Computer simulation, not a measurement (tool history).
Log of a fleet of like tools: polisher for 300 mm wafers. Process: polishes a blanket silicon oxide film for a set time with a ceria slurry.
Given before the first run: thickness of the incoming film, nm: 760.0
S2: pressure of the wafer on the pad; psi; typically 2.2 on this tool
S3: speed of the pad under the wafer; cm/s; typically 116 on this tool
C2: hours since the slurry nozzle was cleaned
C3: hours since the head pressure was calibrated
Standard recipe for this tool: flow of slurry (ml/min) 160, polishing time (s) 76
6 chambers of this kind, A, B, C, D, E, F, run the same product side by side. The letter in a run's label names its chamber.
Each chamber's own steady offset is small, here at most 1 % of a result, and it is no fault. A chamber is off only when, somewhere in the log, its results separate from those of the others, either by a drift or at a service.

Run 1C, day 0.446: usual settings; wafers polished on this pad 618; C2 596.1; C3 476.7. Result: film removed (angstrom) 2577.5.
At day 0.6: chamber C: worn pad replaced by a new one.
At day 0.667: chamber F: head pressure recalibrated.
Run 2D, day 0.996: usual settings; wafers polished on this pad 847; C2 645.6; C3 698.3. Result: film removed (angstrom) 2607.
At day 1.104: chamber D: worn pad replaced by a new one.
At day 1.321: chamber E: worn pad replaced by a new one.
At day 1.338: chamber A: worn pad replaced by a new one.
Run 3E, day 1.442: usual settings; wafers polished on this pad 27; C2 350.5; C3 1125.5. Result: film removed (angstrom) 2584.3.
At day 1.625: chamber B: head pressure recalibrated.
At day 1.829: chamber C: slurry nozzle cleaned.
Run 4B, day 1.9: usual settings; wafers polished on this pad 613; C2 212.1; C3 6.7. Result: film removed (angstrom) 2596.6.
At day 2.021: chamber B: worn pad replaced by a new one.
Run 5A, day 2.15: usual settings; wafers polished on this pad 179; C2 673.1; C3 60.2. Result: film removed (angstrom) 2610.9.
Run 6F, day 2.558: usual settings; wafers polished on this pad 737; C2 498.4; C3 45.5. Result: film removed (angstrom) 2592.5.
At day 2.792: chamber D: slurry nozzle cleaned.
At day 2.929: chamber F: worn pad replaced by a new one.
Run 7A, day 3.046: usual settings; wafers polished on this pad 376; C2 694.6; C3 81.7. Result: film removed (angstrom) 2610.9.
Run 8D, day 3.546: usual settings; wafers polished on this pad 537; C2 18.1; C3 759.5. Result: film removed (angstrom) 2564.8.
At day 3.671: chamber C: worn pad replaced by a new one.
At day 3.762: chamber E: slurry nozzle cleaned.
At day 3.846: chamber E: head pressure recalibrated.
Run 9F, day 3.858: usual settings; wafers polished on this pad 204; C2 529.6; C3 76.7. Result: film removed (angstrom) 2575.6.
At day 3.938: chamber D: head pressure recalibrated.
Run 10C, day 4.188: usual settings; wafers polished on this pad 113; C2 56.7; C3 566.5. Result: film removed (angstrom) 2559.
Run 11B, day 4.458: usual settings; wafers polished on this pad 536; C2 273.5; C3 68.1. Result: film removed (angstrom) 2588.6.
At day 4.471: chamber A: worn pad replaced by a new one.
At day 4.65: chamber E: worn pad replaced by a new one.
At day 4.8: chamber D: worn pad replaced by a new one.
Run 12E, day 4.85: usual settings; wafers polished on this pad 44; C2 26.1; C3 24.2. Result: film removed (angstrom) 2601.3.
At day 5.221: chamber B: worn pad replaced by a new one.
Run 13B, day 5.271: usual settings; wafers polished on this pad 11; C2 293; C3 87.6. Result: film removed (angstrom) 2576.3.
Run 14D, day 5.758: usual settings; wafers polished on this pad 211; C2 71.2; C3 43.8. Result: film removed (angstrom) 2601.4.
Run 15E, day 6.038: usual settings; wafers polished on this pad 305; C2 54.6; C3 52.7. Result: film removed (angstrom) 2613.
Run 16C, day 6.379: usual settings; wafers polished on this pad 595; C2 109.3; C3 619.1. Result: film removed (angstrom) 2544.2.
At day 6.496: chamber A: slurry nozzle cleaned.
At day 6.533: chamber C: worn pad replaced by a new one.
Run 17A, day 6.642: usual settings; wafers polished on this pad 477; C2 3.6; C3 168. Result: film removed (angstrom) 2577.9.
Run 18F, day 7.162: usual settings; wafers polished on this pad 930; C2 608.9; C3 156. Result: film removed (angstrom) 2557.6.
At day 7.267: chamber F: worn pad replaced by a new one.
At day 7.467: chamber A: worn pad replaced by a new one.
Run 19B, day 7.55: usual settings; wafers polished on this pad 513; C2 347.7; C3 142.3. Result: film removed (angstrom) 2598.7.
At day 7.7: chamber E: worn pad replaced by a new one.
Run 20C, day 8: usual settings; wafers polished on this pad 323; C2 148.2; C3 658. Result: film removed (angstrom) 2553.9.
At day 8.104: chamber B: worn pad replaced by a new one.
Run 21F, day 8.408: usual settings; wafers polished on this pad 251; C2 638.8; C3 185.9. Result: film removed (angstrom) 2589.
At day 8.583: chamber D: worn pad replaced by a new one.
Run 22D, day 8.704: usual settings; wafers polished on this pad 27; C2 141.9; C3 114.5. Result: film removed (angstrom) 2571.8.
Run 23A, day 9.129: usual settings; wafers polished on this pad 365; C2 63.3; C3 227.7. Result: film removed (angstrom) 2610.7.
At day 9.262: chamber C: worn pad replaced by a new one.
Run 24E, day 9.462: usual settings; wafers polished on this pad 388; C2 136.8; C3 134.9. Result: film removed (angstrom) 2589.
At day 9.8: chamber C: head pressure recalibrated.
Run 25D, day 9.833: usual settings but S2 1.8 psi, polishing time (s) 64; wafers polished on this pad 275; C2 169; C3 141.6. Result: film removed (angstrom) 1764.8.
Run 26F, day 10.304: usual settings but S2 1.8 psi, polishing time (s) 64; wafers polished on this pad 668; C2 684.3; C3 231.4. Result: film removed (angstrom) 1759.4.
At day 10.312: chamber A: worn pad replaced by a new one.
Run 27A, day 10.6: usual settings but S2 1.8 psi, polishing time (s) 64; wafers polished on this pad 63; C2 98.6; C3 263. Result: film removed (angstrom) 1770.7.
At day 10.817: chamber B: worn pad replaced by a new one.
At day 10.971: chamber E: worn pad replaced by a new one.
Run 28B, day 11.092: usual settings but S2 1.8 psi, polishing time (s) 64; wafers polished on this pad 61; C2 432.7; C3 227.3. Result: film removed (angstrom) 1811.5.
At day 11.304: chamber F: worn pad replaced by a new one.
Run 29C, day 11.362: usual settings but S2 1.8 psi, polishing time (s) 64; wafers polished on this pad 462; C2 228.9; C3 37.6. Result: film removed (angstrom) 1773.2.
Run 30E, day 11.871: usual settings but S2 1.8 psi, polishing time (s) 64; wafers polished on this pad 198; C2 194.6; C3 192.7. Result: film removed (angstrom) 1802.5.
At day 11.929: chamber F: slurry nozzle cleaned.
At day 12.204: chamber C: worn pad replaced by a new one.
Run 31C, day 12.417: usual settings; wafers polished on this pad 47; C2 254.2; C3 62.9. Result: film removed (angstrom) 2559.6.
At day 12.442: chamber D: worn pad replaced by a new one.
Run 32B, day 12.671: usual settings; wafers polished on this pad 408; C2 470.6; C3 265.2. Result: film removed (angstrom) 2598.9.
At day 12.904: chamber A: worn pad replaced by a new one.
Run 33F, day 12.933: usual settings; wafers polished on this pad 358; C2 24.2; C3 294.5. Result: film removed (angstrom) 2566.8.
Run 34D, day 13.383: usual settings; wafers polished on this pad 207; C2 254.2; C3 226.8. Result: film removed (angstrom) 2576.1.
Run 35E, day 13.658: usual settings; wafers polished on this pad 591; C2 237.5; C3 235.6. Result: film removed (angstrom) 2581.2.
Run 36A, day 13.988: usual settings; wafers polished on this pad 238; C2 179.9; C3 344.3. Result: film removed (angstrom) 2584.7.

One chamber off, gauge drift, or nothing amiss beyond the chambers' own small offsets? If it is a chamber, which one, and what is the likeliest cause?

No chamber stands off beyond its own small offset, and the gauge holds steady.

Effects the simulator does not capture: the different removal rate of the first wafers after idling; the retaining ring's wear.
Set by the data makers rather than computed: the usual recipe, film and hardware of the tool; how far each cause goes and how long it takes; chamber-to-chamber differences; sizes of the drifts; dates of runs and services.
